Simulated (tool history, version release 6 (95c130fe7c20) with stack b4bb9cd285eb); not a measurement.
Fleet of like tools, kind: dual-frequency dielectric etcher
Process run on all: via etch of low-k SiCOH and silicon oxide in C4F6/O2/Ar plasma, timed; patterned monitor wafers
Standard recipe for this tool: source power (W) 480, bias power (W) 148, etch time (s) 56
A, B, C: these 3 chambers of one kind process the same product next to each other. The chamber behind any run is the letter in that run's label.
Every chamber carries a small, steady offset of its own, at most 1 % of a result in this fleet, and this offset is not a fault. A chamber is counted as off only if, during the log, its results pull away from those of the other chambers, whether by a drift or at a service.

run,hour,source power (W),bias power (W),etch time (s),"read-back reference wafer on the same gauge, depth_nm",mean etch depth across the wafer (angstrom)
1C,4.6,480,148,56,175.96,1468.7
2A,8.5,480,148,56,175.96,1477.7
3B,15.9,480,148,56,175.94,1467.3
4B,22.5,480,148,56,175.91,1464.8
5A,29.8,480,148,56,175.88,1473.7
6C,37.7,480,148,56,175.83,1468
7A,42.2,480,148,56,175.85,1472.2
8B,49,480,148,56,175.8,1465.4
9C,53.9,480,148,56,175.82,1464.9
10C,61.3,480,148,56,175.71,1465
11A,68.6,480,148,56,175.73,1472.3
12B,72.9,480,148,56,175.67,1462.9
13B,78.4,480,148,56,175.66,1464.9
14C,84.3,530,148,56,175.65,1519.6
15A,91.8,530,148,56,175.64,1531.2
16C,96.5,530,148,56,175.53,1522.8
17A,103.8,480,148,56,175.57,1472.4
18B,111.7,480,148,56,175.51,1462.1
19C,115.8,480,148,56,175.49,1465.3
20A,122.4,480,148,56,175.44,1470.9
21B,125.9,480,148,45,175.42,1176.1
22A,131.6,480,148,45,175.47,1181.2
23C,138,480,148,45,175.41,1176.2
24B,145.7,480,148,56,175.35,1463
25C,150.3,480,148,56,175.31,1459.3
26A,156.9,480,148,56,175.27,1467.8
27B,161.4,480,148,56,175.31,1459.1
28B,166.9,480,148,56,175.26,1460.8

Predict what each chamber gives when all 3 of them run the settings below next.
29A,172.6,480,148,56,,?
29B,172.6,480,148,56,,?
29C,172.6,480,148,56,,?

run,mean etch depth across the wafer (angstrom)
29A,1465.1
29B,1457.8
29C,1463
